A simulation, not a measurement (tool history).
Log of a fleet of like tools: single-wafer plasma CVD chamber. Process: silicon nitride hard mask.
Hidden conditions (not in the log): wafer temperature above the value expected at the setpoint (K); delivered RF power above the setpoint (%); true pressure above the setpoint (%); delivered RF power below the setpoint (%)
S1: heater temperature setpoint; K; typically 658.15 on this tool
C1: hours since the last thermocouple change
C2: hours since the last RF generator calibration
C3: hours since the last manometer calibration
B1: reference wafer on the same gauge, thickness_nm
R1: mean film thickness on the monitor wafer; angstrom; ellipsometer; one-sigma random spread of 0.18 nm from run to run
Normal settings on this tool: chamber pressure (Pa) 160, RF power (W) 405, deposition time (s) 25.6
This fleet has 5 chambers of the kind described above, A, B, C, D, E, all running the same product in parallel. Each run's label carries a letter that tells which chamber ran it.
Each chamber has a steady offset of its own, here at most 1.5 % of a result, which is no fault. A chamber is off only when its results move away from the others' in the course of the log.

At hour 1.8: chamber A: thermocouple changed; heater temperature recalibrated.
Run 1D, hour 4.8: usual settings; C1 656.8; C2 1184.7; C3 272.4; B1 31.780. Result: R1 325.65 angstrom.
Run 2C, hour 9.5: usual settings; C1 1253.6; C2 208.9; C3 1667.1; B1 31.789. Result: R1 333.27 angstrom.
Run 3A, hour 11.7: usual settings; C1 9.9; C2 1223.3; C3 877.5; B1 31.818. Result: R1 327.34 angstrom.
Run 4E, hour 14.8: usual settings; C1 464.8; C2 970.2; C3 1232.7; B1 31.778. Result: R1 326.99 angstrom.
At hour 16.1: chamber A: RF generator calibrated.
Run 5B, hour 17.5: usual settings; C1 804.6; C2 1360.8; C3 1497.4; B1 31.747. Result: R1 327.45 angstrom.
Run 6E, hour 20.8: usual settings; C1 470.8; C2 976.2; C3 1238.7; B1 31.804. Result: R1 328.32 angstrom.
Run 7D, hour 24.7: usual settings; C1 676.7; C2 1204.6; C3 292.3; B1 31.811. Result: R1 332.14 angstrom.
Run 8B, hour 28.9: usual settings; C1 816.0; C2 1372.2; C3 1508.8; B1 31.830. Result: R1 329.58 angstrom.
Run 9A, hour 31.7: usual settings; C1 29.9; C2 15.6; C3 897.5; B1 31.828. Result: R1 327.75 angstrom.
At hour 35.2: chamber D: RF generator calibrated.
Run 10C, hour 36.2: usual settings; C1 1280.3; C2 235.6; C3 1693.8; B1 31.794. Result: R1 334.02 angstrom.
Run 11A, hour 39.1: usual settings; C1 37.3; C2 23.0; C3 904.9; B1 31.787. Result: R1 326.91 angstrom.
Run 12B, hour 41.9: usual settings; C1 829.0; C2 1385.2; C3 1521.8; B1 31.811. Result: R1 326.62 angstrom.
Run 13E, hour 46.4: usual settings; C1 496.4; C2 1001.8; C3 1264.3; B1 31.746. Result: R1 326.98 angstrom.
Run 14C, hour 50.4: usual settings but chamber pressure (Pa) 135; C1 1294.5; C2 249.8; C3 1708.0; B1 31.796. Result: R1 313.16 angstrom.
Run 15D, hour 52.7: usual settings but chamber pressure (Pa) 135; C1 704.7; C2 17.5; C3 320.3; B1 31.833. Result: R1 313.92 angstrom.
Run 16C, hour 55.0: usual settings but chamber pressure (Pa) 135; C1 1299.1; C2 254.4; C3 1712.6; B1 31.810. Result: R1 311.58 angstrom.
Run 17B, hour 57.9: usual settings but chamber pressure (Pa) 135; C1 845.0; C2 1401.2; C3 1537.8; B1 31.804. Result: R1 308.04 angstrom.
Run 18E, hour 61.5: usual settings but chamber pressure (Pa) 135; C1 511.5; C2 1016.9; C3 1279.4; B1 31.818. Result: R1 308.68 angstrom.
Run 19A, hour 65.9: usual settings; C1 64.1; C2 49.8; C3 931.7; B1 31.800. Result: R1 327.70 angstrom.
Run 20D, hour 68.3: usual settings; C1 720.3; C2 33.1; C3 335.9; B1 31.788. Result: R1 331.21 angstrom.
Run 21B, hour 72.5: usual settings; C1 859.6; C2 1415.8; C3 1552.4; B1 31.799. Result: R1 327.01 angstrom.
Run 22C, hour 77.0: usual settings; C1 1321.1; C2 276.4; C3 1734.6; B1 31.831. Result: R1 331.61 angstrom.
Run 23E, hour 80.0: usual settings; C1 530.0; C2 1035.4; C3 1297.9; B1 31.784. Result: R1 326.71 angstrom.
Run 24D, hour 83.0: usual settings; C1 735.0; C2 47.8; C3 350.6; B1 31.808. Result: R1 328.41 angstrom.
Run 25A, hour 86.8: usual settings; C1 85.0; C2 70.7; C3 952.6; B1 31.786. Result: R1 330.27 angstrom.
Run 26B, hour 89.9: usual settings; C1 877.0; C2 1433.2; C3 1569.8; B1 31.819. Result: R1 326.84 angstrom.
Run 27D, hour 92.6: usual settings; C1 744.6; C2 57.4; C3 360.2; B1 31.773. Result: R1 329.01 angstrom.
Run 28C, hour 96.1: usual settings; C1 1340.2; C2 295.5; C3 1753.7; B1 31.841. Result: R1 334.19 angstrom.
Run 29E, hour 98.3: usual settings; C1 548.3; C2 1053.7; C3 1316.2; B1 31.789. Result: R1 330.37 angstrom.
Run 30A, hour 101.1: usual settings; C1 99.3; C2 85.0; C3 966.9; B1 31.784. Result: R1 327.18 angstrom.
Run 31D, hour 104.4: usual settings; C1 756.4; C2 69.2; C3 372.0; B1 31.832. Result: R1 331.26 angstrom.
Run 32C, hour 106.6: usual settings; C1 1350.7; C2 306.0; C3 1764.2; B1 31.771. Result: R1 335.08 angstrom.

Does one chamber stand apart from the rest, does the shared gauge drift, or is all well apart from small per-chamber offsets? Give the chamber and the most likely cause, where there is one.

All chambers stay in line apart from their small fixed offsets, and the gauge does not drift.
